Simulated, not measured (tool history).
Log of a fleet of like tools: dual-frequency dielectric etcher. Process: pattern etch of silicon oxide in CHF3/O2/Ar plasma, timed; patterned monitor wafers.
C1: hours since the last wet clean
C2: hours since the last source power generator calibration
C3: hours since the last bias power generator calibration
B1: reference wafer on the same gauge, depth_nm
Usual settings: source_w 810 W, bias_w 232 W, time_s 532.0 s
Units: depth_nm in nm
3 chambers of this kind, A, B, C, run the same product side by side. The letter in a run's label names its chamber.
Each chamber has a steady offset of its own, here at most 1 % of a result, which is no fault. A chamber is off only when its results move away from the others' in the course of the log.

run 1C hour=10.6 | source_w=810 bias_w=232 time_s=532.0 | C1=317.6 C2=992.0 C3=3740.0 | B1=1491.4 | depth_nm=1274.40
run 2A hour=20.8 | source_w=810 bias_w=232 time_s=532.0 | C1=293.7 C2=3877.2 C3=893.3 | B1=1490.6 | depth_nm=1299.60
run 3B hour=28.8 | source_w=810 bias_w=232 time_s=532.0 | C1=315.5 C2=980.0 C3=1363.2 | B1=1492.1 | depth_nm=1262.10
run 4C hour=36.3 | source_w=810 bias_w=232 time_s=532.0 | C1=343.3 C2=1017.7 C3=3765.7 | B1=1491.2 | depth_nm=1268.40
run 5A hour=44.6 | source_w=810 bias_w=232 time_s=532.0 | C1=317.5 C2=3901.0 C3=917.1 | B1=1492.3 | depth_nm=1285.20
run 6B hour=56.3 | source_w=810 bias_w=232 time_s=532.0 | C1=343.0 C2=1007.5 C3=1390.7 | B1=1491.4 | depth_nm=1287.30
run 7B hour=65.4 | source_w=810 bias_w=282 time_s=532.0 | C1=352.1 C2=1016.6 C3=1399.8 | B1=1489.1 | depth_nm=1377.90
run 8A hour=76.3 | source_w=810 bias_w=282 time_s=532.0 | C1=349.2 C2=3932.7 C3=948.8 | B1=1490.2 | depth_nm=1368.80
run 9C hour=84.8 | source_w=810 bias_w=282 time_s=532.0 | C1=391.8 C2=1066.2 C3=3814.2 | B1=1492.4 | depth_nm=1357.10
run 10B hour=93.2 | source_w=810 bias_w=232 time_s=532.0 | C1=379.9 C2=1044.4 C3=1427.6 | B1=1489.2 | depth_nm=1278.40
run 11C hour=100.9 | source_w=810 bias_w=232 time_s=532.0 | C1=407.9 C2=1082.3 C3=3830.3 | B1=1489.7 | depth_nm=1272.20
run 12A hour=111.1 | source_w=810 bias_w=232 time_s=532.0 | C1=384.0 C2=3967.5 C3=983.6 | B1=1493.4 | depth_nm=1273.80
run 13A hour=120.1 | source_w=810 bias_w=232 time_s=532.0 | C1=393.0 C2=3976.5 C3=992.6 | B1=1487.7 | depth_nm=1271.90
run 14B hour=132.8 | source_w=810 bias_w=232 time_s=532.0 | C1=419.5 C2=1084.0 C3=1467.2 | B1=1490.8 | depth_nm=1302.60
run 15C hour=140.3 | source_w=810 bias_w=232 time_s=532.0 | C1=447.3 C2=1121.7 C3=3869.7 | B1=1487.7 | depth_nm=1265.90
run 16A hour=147.6 | source_w=810 bias_w=232 time_s=532.0 | C1=420.5 C2=4004.0 C3=1020.1 | B1=1489.9 | depth_nm=1283.40
-- hour=156.0 chamber A: wet clean of the chamber
run 17B hour=156.9 | source_w=810 bias_w=232 time_s=532.0 | C1=443.6 C2=1108.1 C3=1491.3 | B1=1491.2 | depth_nm=1288.50
run 18C hour=162.6 | source_w=810 bias_w=232 time_s=532.0 | C1=469.6 C2=1144.0 C3=3892.0 | B1=1492.3 | depth_nm=1270.60
run 19B hour=169.2 | source_w=810 bias_w=232 time_s=532.0 | C1=455.9 C2=1120.4 C3=1503.6 | B1=1491.9 | depth_nm=1304.80
run 20C hour=180.9 | source_w=810 bias_w=232 time_s=532.0 | C1=487.9 C2=1162.3 C3=3910.3 | B1=1490.3 | depth_nm=1277.20
run 21A hour=186.6 | source_w=810 bias_w=232 time_s=532.0 | C1=30.7 C2=4043.0 C3=1059.1 | B1=1489.5 | depth_nm=1283.30
run 22C hour=195.3 | source_w=810 bias_w=232 time_s=532.0 | C1=502.3 C2=1176.7 C3=3924.7 | B1=1487.7 | depth_nm=1257.00
run 23B hour=207.0 | source_w=810 bias_w=232 time_s=532.0 | C1=493.7 C2=1158.2 C3=1541.4 | B1=1489.8 | depth_nm=1297.50
-- hour=216.0 chamber A: source power generator calibrated
run 24A hour=218.7 | source_w=810 bias_w=191 time_s=668.0 | C1=62.8 C2=2.8 C3=1091.2 | B1=1491.8 | depth_nm=1510.70
run 25B hour=229.7 | source_w=810 bias_w=191 time_s=668.0 | C1=516.4 C2=1180.9 C3=1564.1 | B1=1489.0 | depth_nm=1552.60
run 26C hour=235.8 | source_w=810 bias_w=191 time_s=668.0 | C1=542.8 C2=1217.2 C3=3965.2 | B1=1489.3 | depth_nm=1489.70
run 27A hour=247.1 | source_w=810 bias_w=232 time_s=532.0 | C1=91.2 C2=31.2 C3=1119.6 | B1=1492.6 | depth_nm=1268.20
run 28A hour=255.2 | source_w=810 bias_w=232 time_s=532.0 | C1=99.3 C2=39.3 C3=1127.7 | B1=1490.7 | depth_nm=1272.60
run 29C hour=265.7 | source_w=810 bias_w=232 time_s=532.0 | C1=572.7 C2=1247.1 C3=3995.1 | B1=1488.4 | depth_nm=1265.50
run 30B hour=272.8 | source_w=810 bias_w=232 time_s=532.0 | C1=559.5 C2=1224.0 C3=1607.2 | B1=1488.3 | depth_nm=1317.90
run 31A hour=285.3 | source_w=810 bias_w=232 time_s=532.0 | C1=129.4 C2=69.4 C3=1157.8 | B1=1489.3 | depth_nm=1282.70
-- hour=287.8 chamber C: wet clean of the chamber
run 32C hour=298.3 | source_w=810 bias_w=232 time_s=532.0 | C1=10.5 C2=1279.7 C3=4027.7 | B1=1486.4 | depth_nm=1268.20
run 33B hour=310.3 | source_w=810 bias_w=175 time_s=402.5 | C1=597.0 C2=1261.5 C3=1644.7 | B1=1491.7 | depth_nm=907.65
run 34A hour=316.9 | source_w=810 bias_w=175 time_s=402.5 | C1=161.0 C2=101.0 C3=1189.4 | B1=1489.7 | depth_nm=879.73
run 35C hour=324.0 | source_w=810 bias_w=175 time_s=402.5 | C1=36.2 C2=1305.4 C3=4053.4 | B1=1490.3 | depth_nm=872.90
run 36B hour=335.8 | source_w=810 bias_w=232 time_s=532.0 | C1=622.5 C2=1287.0 C3=1670.2 | B1=1489.6 | depth_nm=1331.80
run 37B hour=345.0 | source_w=810 bias_w=232 time_s=532.0 | C1=631.7 C2=1296.2 C3=1679.4 | B1=1488.0 | depth_nm=1331.30
run 38A hour=353.5 | source_w=810 bias_w=232 time_s=532.0 | C1=197.6 C2=137.6 C3=1226.0 | B1=1492.4 | depth_nm=1278.20
run 39C hour=361.2 | source_w=810 bias_w=232 time_s=532.0 | C1=73.4 C2=1342.6 C3=4090.6 | B1=1490.1 | depth_nm=1274.80
run 40A hour=370.4 | source_w=810 bias_w=232 time_s=532.0 | C1=214.5 C2=154.5 C3=1242.9 | B1=1491.9 | depth_nm=1274.30
run 41B hour=379.7 | source_w=810 bias_w=232 time_s=532.0 | C1=666.4 C2=1330.9 C3=1714.1 | B1=1490.8 | depth_nm=1353.70
run 42C hour=388.8 | source_w=810 bias_w=232 time_s=532.0 | C1=101.0 C2=1370.2 C3=4118.2 | B1=1490.4 | depth_nm=1265.20
run 43A hour=394.5 | source_w=930 bias_w=232 time_s=631.0 | C1=238.6 C2=178.6 C3=1267.0 | B1=1492.7 | depth_nm=1596.00
run 44C hour=400.1 | source_w=930 bias_w=232 time_s=631.0 | C1=112.3 C2=1381.5 C3=4129.5 | B1=1490.5 | depth_nm=1597.00

Next, every chamber runs the same settings. What will each give?
run 45A hour=409.4 | source_w=810 bias_w=232 time_s=532.0 | depth_nm=?
run 45B hour=409.4 | source_w=810 bias_w=232 time_s=532.0 | depth_nm=?
run 45C hour=409.4 | source_w=810 bias_w=232 time_s=532.0 | depth_nm=?

run=45A depth_nm=1271.30
run=45B depth_nm=1347.20
run=45C depth_nm=1280.00
